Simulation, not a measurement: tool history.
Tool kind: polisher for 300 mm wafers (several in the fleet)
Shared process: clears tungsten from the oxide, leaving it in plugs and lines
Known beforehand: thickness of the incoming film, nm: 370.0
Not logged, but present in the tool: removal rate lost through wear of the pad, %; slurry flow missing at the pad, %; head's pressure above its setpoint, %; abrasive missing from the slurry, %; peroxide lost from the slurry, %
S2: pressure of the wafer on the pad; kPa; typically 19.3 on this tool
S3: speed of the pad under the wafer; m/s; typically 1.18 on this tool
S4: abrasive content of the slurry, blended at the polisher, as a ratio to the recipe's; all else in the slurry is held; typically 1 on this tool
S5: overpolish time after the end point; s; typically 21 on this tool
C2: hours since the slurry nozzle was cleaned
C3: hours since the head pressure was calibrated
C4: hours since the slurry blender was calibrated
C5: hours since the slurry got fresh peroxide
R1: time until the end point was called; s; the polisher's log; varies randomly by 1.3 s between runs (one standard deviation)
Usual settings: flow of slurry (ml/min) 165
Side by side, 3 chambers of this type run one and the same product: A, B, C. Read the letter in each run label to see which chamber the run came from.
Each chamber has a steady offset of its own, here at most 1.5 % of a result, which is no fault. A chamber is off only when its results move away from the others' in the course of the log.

run 1A hour=2.8 | flow_of_slurry_(ml/min)=165 S2=19.3 S3=1.18 S4=1 S5=21 | wafers_polished_on_this_pad=318 C2=191.7 C3=54.8 C4=244.2 C5=42.1 | R1=80.380
run 2C hour=7.3 | flow_of_slurry_(ml/min)=165 S2=19.3 S3=1.18 S4=1 S5=21 | wafers_polished_on_this_pad=683 C2=444.7 C3=101.6 C4=196.3 C5=103.8 | R1=79.073
-- hour=8.7 chamber C: worn pad replaced by a new one
run 3B hour=11.9 | flow_of_slurry_(ml/min)=165 S2=19.3 S3=1.18 S4=1 S5=21 | wafers_polished_on_this_pad=394 C2=705.6 C3=1238.3 C4=295.7 C5=46.4 | R1=76.980
-- hour=12.5 chamber A: slurry blender recalibrated
run 4A hour=17.0 | flow_of_slurry_(ml/min)=165 S2=19.3 S3=1.18 S4=1 S5=21 | wafers_polished_on_this_pad=451 C2=205.9 C3=69.0 C4=4.6 C5=56.3 | R1=80.401
run 5C hour=21.6 | flow_of_slurry_(ml/min)=165 S2=19.3 S3=1.18 S4=1 S5=21 | wafers_polished_on_this_pad=122 C2=459.0 C3=115.9 C4=210.6 C5=118.1 | R1=77.155
run 6B hour=25.7 | flow_of_slurry_(ml/min)=165 S2=19.3 S3=1.18 S4=1 S5=21 | wafers_polished_on_this_pad=524 C2=719.4 C3=1252.1 C4=309.5 C5=60.2 | R1=78.820
run 7C hour=29.6 | flow_of_slurry_(ml/min)=165 S2=19.3 S3=1.18 S4=1 S5=21 | wafers_polished_on_this_pad=197 C2=467.0 C3=123.9 C4=218.6 C5=126.1 | R1=78.801
run 8B hour=33.6 | flow_of_slurry_(ml/min)=165 S2=22.1 S3=1.18 S4=1 S5=21 | wafers_polished_on_this_pad=598 C2=727.3 C3=1260.0 C4=317.4 C5=68.1 | R1=69.594
run 9A hour=39.5 | flow_of_slurry_(ml/min)=165 S2=22.1 S3=1.18 S4=1 S5=21 | wafers_polished_on_this_pad=663 C2=228.4 C3=91.5 C4=27.1 C5=78.8 | R1=67.101
-- hour=41.4 chamber B: head pressure recalibrated
run 10A hour=43.6 | flow_of_slurry_(ml/min)=165 S2=22.1 S3=1.18 S4=1 S5=21 | wafers_polished_on_this_pad=702 C2=232.5 C3=95.6 C4=31.2 C5=82.9 | R1=67.629
run 11C hour=46.9 | flow_of_slurry_(ml/min)=165 S2=19.3 S3=1.18 S4=1 S5=21 | wafers_polished_on_this_pad=360 C2=484.3 C3=141.2 C4=235.9 C5=143.4 | R1=79.618
-- hour=49.2 chamber C: slurry nozzle cleaned
run 12B hour=51.2 | flow_of_slurry_(ml/min)=165 S2=19.3 S3=1.18 S4=1 S5=21 | wafers_polished_on_this_pad=764 C2=744.9 C3=9.9 C4=335.0 C5=85.7 | R1=80.146
run 13C hour=54.0 | flow_of_slurry_(ml/min)=165 S2=19.3 S3=1.18 S4=1 S5=21 | wafers_polished_on_this_pad=427 C2=4.8 C3=148.3 C4=243.0 C5=150.5 | R1=82.304
run 14B hour=58.0 | flow_of_slurry_(ml/min)=165 S2=19.3 S3=1.18 S4=1 S5=21 | wafers_polished_on_this_pad=828 C2=751.7 C3=16.7 C4=341.8 C5=92.5 | R1=78.653
-- hour=61.2 chamber B: slurry tank refilled with fresh slurry and peroxide
run 15A hour=63.0 | flow_of_slurry_(ml/min)=165 S2=25.5 S3=1.18 S4=1 S5=21 | wafers_polished_on_this_pad=885 C2=251.9 C3=115.0 C4=50.6 C5=102.3 | R1=58.885
run 16C hour=67.4 | flow_of_slurry_(ml/min)=165 S2=25.5 S3=1.18 S4=1 S5=21 | wafers_polished_on_this_pad=553 C2=18.2 C3=161.7 C4=256.4 C5=163.9 | R1=60.850
run 17B hour=70.1 | flow_of_slurry_(ml/min)=165 S2=25.5 S3=1.18 S4=1 S5=21 | wafers_polished_on_this_pad=942 C2=763.8 C3=28.8 C4=353.9 C5=9.0 | R1=58.245
run 18A hour=72.9 | flow_of_slurry_(ml/min)=165 S2=19.3 S3=1.18 S4=1 S5=21 | wafers_polished_on_this_pad=978 C2=261.8 C3=124.9 C4=60.5 C5=112.2 | R1=79.053
run 19C hour=77.8 | flow_of_slurry_(ml/min)=165 S2=19.3 S3=1.18 S4=1 S5=21 | wafers_polished_on_this_pad=651 C2=28.6 C3=172.1 C4=266.8 C5=174.3 | R1=82.546
-- hour=79.6 chamber B: slurry nozzle cleaned
run 20A hour=81.5 | flow_of_slurry_(ml/min)=165 S2=19.3 S3=1.18 S4=1 S5=21 | wafers_polished_on_this_pad=1059 C2=270.4 C3=133.5 C4=69.1 C5=120.8 | R1=77.399
-- hour=84.5 chamber A: worn pad replaced by a new one
run 21B hour=86.0 | flow_of_slurry_(ml/min)=165 S2=19.3 S3=1.18 S4=1 S5=21 | wafers_polished_on_this_pad=1092 C2=6.5 C3=44.7 C4=369.8 C5=24.9 | R1=78.859
-- hour=86.2 chamber C: slurry tank refilled with fresh slurry and peroxide
-- hour=87.3 chamber B: slurry blender recalibrated
run 22B hour=88.8 | flow_of_slurry_(ml/min)=165 S2=19.3 S3=1.18 S4=1 S5=21 | wafers_polished_on_this_pad=1118 C2=9.3 C3=47.5 C4=1.6 C5=27.7 | R1=79.153
run 23A hour=94.4 | flow_of_slurry_(ml/min)=165 S2=19.3 S3=1.18 S4=1 S5=21 | wafers_polished_on_this_pad=93 C2=283.3 C3=146.4 C4=82.0 C5=133.7 | R1=77.184
run 24C hour=98.8 | flow_of_slurry_(ml/min)=165 S2=19.3 S3=1.18 S4=1 S5=21 | wafers_polished_on_this_pad=849 C2=49.6 C3=193.1 C4=287.8 C5=12.6 | R1=84.812
run 25B hour=102.8 | flow_of_slurry_(ml/min)=165 S2=19.3 S3=1.18 S4=1 S5=21 | wafers_polished_on_this_pad=1250 C2=23.3 C3=61.5 C4=15.6 C5=41.7 | R1=78.924

Which is it: a chamber that has drifted or been left off by a service, a gauge drift common to all chambers, or only each chamber's usual small offset? If a chamber is off, name it and its likeliest cause.

Chamber C drifts away from the others.
Cause: abrasive missing from the slurry, % = 32.2.
The log might look much the same if the cause were instead: removal rate lost through wear of the pad, %; head's pressure below its setpoint, %.

Which of the 4 candidates below, each the usual settings with something changed and its results left as question marks, puts chamber C back in line with what the other chambers give on the usual settings?
In-line tolerance around the mean of the other chambers on the usual settings: R1 4.500 s
run 26C-1 hour=107.0 | flow_of_slurry_(ml/min)=165 S2=17.9 S3=1.18 S4=1.00 S5=21 | R1=?
run 26C-2 hour=107.0 | flow_of_slurry_(ml/min)=170 S2=22.8 S3=1.18 S4=1.05 S5=21 | R1=?
run 26C-3 hour=107.0 | flow_of_slurry_(ml/min)=160 S2=17.2 S3=1.08 S4=1.00 S5=21 | R1=?
run 26C-4 hour=107.0 | flow_of_slurry_(ml/min)=165 S2=20.0 S3=1.22 S4=1.00 S5=21 | R1=?

What the other chambers average on the usual settings: R1 78.186 s
run=26C-1 R1=91.338
run=26C-2 R1=70.864
run=26C-3 R1=104.140
run=26C-4 R1=79.261
Change 26C-4 lands the chamber within the allowed miss of the other chambers.
